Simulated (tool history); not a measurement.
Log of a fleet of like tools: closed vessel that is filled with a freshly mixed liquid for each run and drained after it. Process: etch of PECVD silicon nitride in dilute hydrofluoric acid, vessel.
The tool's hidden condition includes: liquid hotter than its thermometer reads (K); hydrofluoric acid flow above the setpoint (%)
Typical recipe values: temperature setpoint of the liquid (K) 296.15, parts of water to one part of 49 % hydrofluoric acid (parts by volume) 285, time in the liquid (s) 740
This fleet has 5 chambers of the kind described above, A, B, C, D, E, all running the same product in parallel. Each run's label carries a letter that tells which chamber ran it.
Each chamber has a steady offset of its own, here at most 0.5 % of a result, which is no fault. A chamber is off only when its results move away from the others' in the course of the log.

run	hour	temperature setpoint of the liquid (K)	parts of water to one part of 49 % hydrofluoric acid (parts by volume)	time in the liquid (s)	hours since the thermometer was replaced	hours since the hydrofluoric acid flow meter was replaced	read-back film thickness of the PECVD silicon nitride reference wafer, read on the same gauge (nm)	thickness taken off the PECVD silicon nitride on a monitor wafer (nm)
1C	10.3	296.15	285	740	2058.3	2002.2	119.98	11.295
2A	16.6	296.15	285	740	756.1	264.2	120.01	11.123
3B	28.9	296.15	285	740	2413.9	1728.3	120.01	11.236
4E	37.1	296.15	285	740	130.2	687.9	119.99	11.252
5D	47.9	296.15	285	985	1177.8	1032.1	119.99	14.986
# hour 58.2: chamber C: thermometer replaced
6C	60.0	296.15	285	985	1.8	2051.9	120.02	14.843
7B	69.6	296.15	285	985	2454.6	1769.0	119.99	14.691
8D	75.8	296.15	285	985	1205.7	1060.0	120.00	14.935
9A	86.5	296.15	285	985	826.0	334.1	119.98	15.170
10E	97.8	296.15	285	740	190.9	748.6	119.98	11.116
11B	106.5	296.15	285	740	2491.5	1805.9	119.97	11.063
12C	117.0	296.15	285	740	58.8	2108.9	119.96	11.211
13E	122.6	296.15	285	740	215.7	773.4	119.99	11.301
14D	128.5	296.15	285	740	1258.4	1112.7	120.03	11.392
15A	137.9	296.15	285	740	877.4	385.5	120.00	11.354
16B	147.6	296.15	285	740	2532.6	1847.0	119.98	11.318
17D	158.2	296.15	285	740	1288.1	1142.4	120.01	11.185
# hour 168.8: chamber B: thermometer replaced
18A	169.5	296.15	285	740	909.0	417.1	119.97	11.383
19E	176.3	296.15	285	740	269.4	827.1	120.02	11.215
20C	186.7	296.15	285	740	128.5	2178.6	120.00	11.289
21A	196.5	296.15	285	740	936.0	444.1	120.00	11.722
22D	208.8	296.15	285	740	1338.7	1193.0	120.02	11.229
23C	214.4	296.15	285	740	156.2	2206.3	119.97	11.434
24B	225.6	296.15	285	740	56.8	1925.0	119.98	11.200
25E	238.3	296.15	285	740	331.4	889.1	120.00	11.171
26B	248.2	296.15	285	740	79.4	1947.6	120.02	11.117
27D	254.3	296.15	285	740	1384.2	1238.5	120.00	11.275
28C	260.1	296.15	285	740	201.9	2252.0	120.01	11.202
# hour 268.3: chamber D: hydrofluoric acid flow meter replaced
29E	270.2	296.15	285	740	363.3	921.0	120.01	11.193
30A	276.1	296.15	285	740	1015.6	523.7	119.97	11.840
31B	286.0	296.15	285	740	117.2	1985.4	120.02	11.168
32E	297.8	296.15	285	740	390.9	948.6	119.97	11.492
# hour 300.3: chamber B: hydrofluoric acid flow meter replaced
33D	309.0	296.15	285	740	1438.9	40.8	120.01	11.363
34A	315.4	296.15	285	740	1054.9	563.0	119.97	11.934
35C	322.8	296.15	285	740	264.6	2314.7	119.96	11.223
36D	329.0	296.15	285	740	1458.9	60.8	120.02	11.230
37A	338.7	296.15	285	740	1078.2	586.3	120.01	11.862
38C	350.9	296.15	285	740	292.7	2342.8	120.02	11.273
39B	357.8	296.15	285	740	189.0	57.6	120.00	11.168

Does one chamber stand apart from the rest, does the shared gauge drift, or is all well apart from small per-chamber offsets? Give the chamber and the most likely cause, where there is one.

One chamber, A, drifts off from the rest bit by bit.
Most likely cause: liquid hotter than its thermometer reads (K) = 0.925.
Not necessarily distinguishable in this log from: hydrofluoric acid flow above the setpoint (%).

Here are 4 candidates for chamber A's next run, each the usual settings with a change, their results left as question marks. Which one brings its results back in line with what the others give on the usual settings?
Counts as in line when no further than this from what the other chambers average on the usual settings: thickness taken off the PECVD silicon nitride on a monitor wafer (nm) 0.290
40A-1	367.0	296.15	270	740				?
40A-2	367.0	296.15	320	740				?
40A-3	367.0	295.65	295	740				?
40A-4	367.0	296.65	260	740				?

The mean the other chambers reach with the usual settings: thickness taken off the PECVD silicon nitride on a monitor wafer (nm) 11.250
run	thickness taken off the PECVD silicon nitride on a monitor wafer (nm)
40A-1	12.609
40A-2	10.634
40A-3	11.189
40A-4	13.515
40A-3 brings the chamber back in line.
